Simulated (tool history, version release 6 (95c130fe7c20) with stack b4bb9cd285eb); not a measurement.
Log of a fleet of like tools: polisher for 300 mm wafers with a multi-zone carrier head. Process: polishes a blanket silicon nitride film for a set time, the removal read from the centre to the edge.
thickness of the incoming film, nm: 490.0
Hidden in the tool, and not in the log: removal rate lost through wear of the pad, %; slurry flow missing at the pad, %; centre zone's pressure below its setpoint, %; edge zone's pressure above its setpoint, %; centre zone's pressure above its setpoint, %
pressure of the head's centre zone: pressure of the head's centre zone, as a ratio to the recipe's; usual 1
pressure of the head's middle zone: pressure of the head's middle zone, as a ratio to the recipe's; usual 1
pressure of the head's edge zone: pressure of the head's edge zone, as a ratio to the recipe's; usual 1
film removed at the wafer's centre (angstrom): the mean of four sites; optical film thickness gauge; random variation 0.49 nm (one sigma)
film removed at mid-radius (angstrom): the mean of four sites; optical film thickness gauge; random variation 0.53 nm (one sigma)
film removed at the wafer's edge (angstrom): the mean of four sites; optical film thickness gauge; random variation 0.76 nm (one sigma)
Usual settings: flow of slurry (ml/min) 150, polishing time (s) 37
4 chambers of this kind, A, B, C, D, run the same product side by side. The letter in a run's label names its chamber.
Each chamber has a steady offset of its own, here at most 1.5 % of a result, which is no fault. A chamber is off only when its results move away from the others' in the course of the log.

run   hour  flow of slurry (ml/min)  pressure of the head's centre zone  pressure of the head's middle zone  pressure of the head's edge zone  polishing time (s)  wafers polished on this pad  hours since the slurry nozzle was cleaned  hours since the centre zone pressure was calibrated  hours since the edge zone pressure was calibrated  film removed at the wafer's centre (angstrom)  film removed at mid-radius (angstrom)  film removed at the wafer's edge (angstrom)
       1.5  -- chamber C: worn pad replaced by a new one
 1C    7.7                      150                                   1                                   1                                 1                  37                           98                                      374.1                                                665.5                                             1067.6                                         690.07                                 683.66                                        684.1
      10.2  -- chamber D: worn pad replaced by a new one
      16.6  -- chamber B: worn pad replaced by a new one
 2B   19.1                      150                                   1                                   1                                 1                  37                           41                                      616.7                                                132.3                                               77.8                                         690.94                                 687.41                                       684.73
      19.8  -- chamber C: centre zone pressure recalibrated
      21.7  -- chamber A: worn pad replaced by a new one
 3A   26.4                      150                                   1                                   1                                 1                  37                           75                                      231.4                                                  359                                              691.1                                         696.18                                 697.79                                       691.47
 4D   35.8                      150                                   1                                   1                                 1                  37                          407                                      235.2                                                 59.8                                              551.1                                         685.43                                  682.3                                       700.87
      44.3  -- chamber A: centre zone pressure recalibrated
 5B   46.6                      150                                   1                                   1                                 1                  37                          478                                      644.2                                                159.8                                              105.3                                         710.34                                 675.92                                       693.01
        49  -- chamber C: worn pad replaced by a new one
 6A   55.5                      150                                   1                                   1                                 1                  37                          537                                      260.5                                                 11.3                                              720.2                                         691.16                                 680.77                                       699.41
      57.9  -- chamber D: worn pad replaced by a new one
 7C   65.9                      150                                 0.9                                   1                                 1                  37                          269                                      432.3                                                 46.2                                             1125.8                                         619.83                                 685.84                                       695.56
 8D   74.7                      150                                 0.9                                   1                                 1                  37                          268                                      274.1                                                 98.7                                                590                                         606.09                                  685.8                                       703.16
      76.1  -- chamber A: worn pad replaced by a new one
      80.5  -- chamber B: slurry nozzle cleaned
 9D   83.3                      150                                 0.9                                   1                                 1                  37                          404                                      282.7                                                107.3                                              598.6                                         601.75                                 688.63                                       695.35
      92.2  -- chamber B: worn pad replaced by a new one
10C   92.9                      150                                 0.9                                   1                                 1                  37                          698                                      459.3                                                 73.2                                             1152.8                                         612.65                                 687.62                                       694.65
        99  -- chamber C: worn pad replaced by a new one
11A  103.4                      150                                   1                                   1                                 1                  37                          434                                      308.4                                                 59.2                                              768.1                                         695.15                                 693.61                                       698.36
     109.3  -- chamber D: worn pad replaced by a new one
     110.1  -- chamber A: slurry nozzle cleaned
12B  110.6                      150                                   1                                   1                                 1                  37                          292                                       30.1                                                223.8                                              169.3                                         710.38                                 691.74                                       704.25
13B  122.4                      150                                   1                                   1                                 1                  37                          480                                       41.9                                                235.6                                              181.1                                         710.75                                 689.55                                       699.95
     125.5  -- chamber A: worn pad replaced by a new one
14C  127.8                      150                                   1                                   1                                 1                  37                          457                                      494.2                                                108.1                                             1187.7                                         691.05                                 682.32                                       680.61
15D  138.9                      150                                   1                                   1                                 1                  37                          471                                      338.3                                                162.9                                              654.2                                         687.71                                  691.1                                       699.64
       143  -- chamber C: worn pad replaced by a new one
     147.9  -- chamber D: worn pad replaced by a new one
16A  150.2                      150                                   1                                   1                                 1                  37                          393                                       40.2                                                  106                                              814.9                                         702.36                                  700.7                                        700.5
17A  156.5                      150                                   1                                   1                                 1                  37                          493                                       46.5                                                112.3                                              821.2                                         699.06                                  698.6                                        693.9
18B  163.4                      150                                   1                                1.08                                 1                  30                         1131                                       82.9                                                276.6                                              222.1                                         583.61                                 600.61                                       562.25
     167.9  -- chamber B: worn pad replaced by a new one
19D  168.8                      150                                   1                                1.08                                 1                  30                          333                                      368.2                                                192.8                                              684.1                                         556.73                                 598.27                                       556.45
     174.9  -- chamber D: slurry nozzle cleaned
20C    180                      150                                   1                                1.08                                 1                  30                          589                                      546.4                                                160.3                                             1239.9                                         555.64                                 603.45                                        557.9
     180.8  -- chamber A: worn pad replaced by a new one
     188.6  -- chamber D: worn pad replaced by a new one
21A  191.3                      150                                   1                                1.08                                 1                  30                          167                                       81.3                                                147.1                                                856                                         560.31                                 605.74                                       561.47
     191.5  -- chamber C: worn pad replaced by a new one
22D  203.6                      150                                   1                                   1                                 1                  37                          238                                       28.7                                                227.6                                              718.9                                         686.64                                 688.19                                       689.31
23C  209.2                      150                                   1                                   1                              1.09                  37                          281                                      575.6                                                189.5                                             1269.1                                         693.33                                 683.61                                        707.4
24B  217.6                      150                                   1                                   1                              1.09                  37                          791                                      137.1                                                330.8                                              276.3                                         730.34                                  691.7                                       727.26
25D  225.5                      150                                   1                                   1                              1.09                  37                          586                                       50.6                                                249.5                                              740.8                                         684.26                                 685.72                                       730.87

All 4 chambers run these settings next. Forecast each chamber's results:
26A  234.4                      150                                   1                                   1                                 1                  37                                                                                                                                                                                                                              ?                                      ?                                            ?
26B  234.4                      150                                   1                                   1                                 1                  37                                                                                                                                                                                                                              ?                                      ?                                            ?
26C  234.4                      150                                   1                                   1                                 1                  37                                                                                                                                                                                                                              ?                                      ?                                            ?
26D  234.4                      150                                   1                                   1                                 1                  37                                                                                                                                                                                                                              ?                                      ?                                            ?

run  film removed at the wafer's centre (angstrom)  film removed at mid-radius (angstrom)  film removed at the wafer's edge (angstrom)
26A                                         693.11                                 679.19                                       698.96
26B                                         732.56                                 684.31                                       690.07
26C                                         690.77                                 690.71                                       684.63
26D                                         680.84                                  688.8                                       692.56
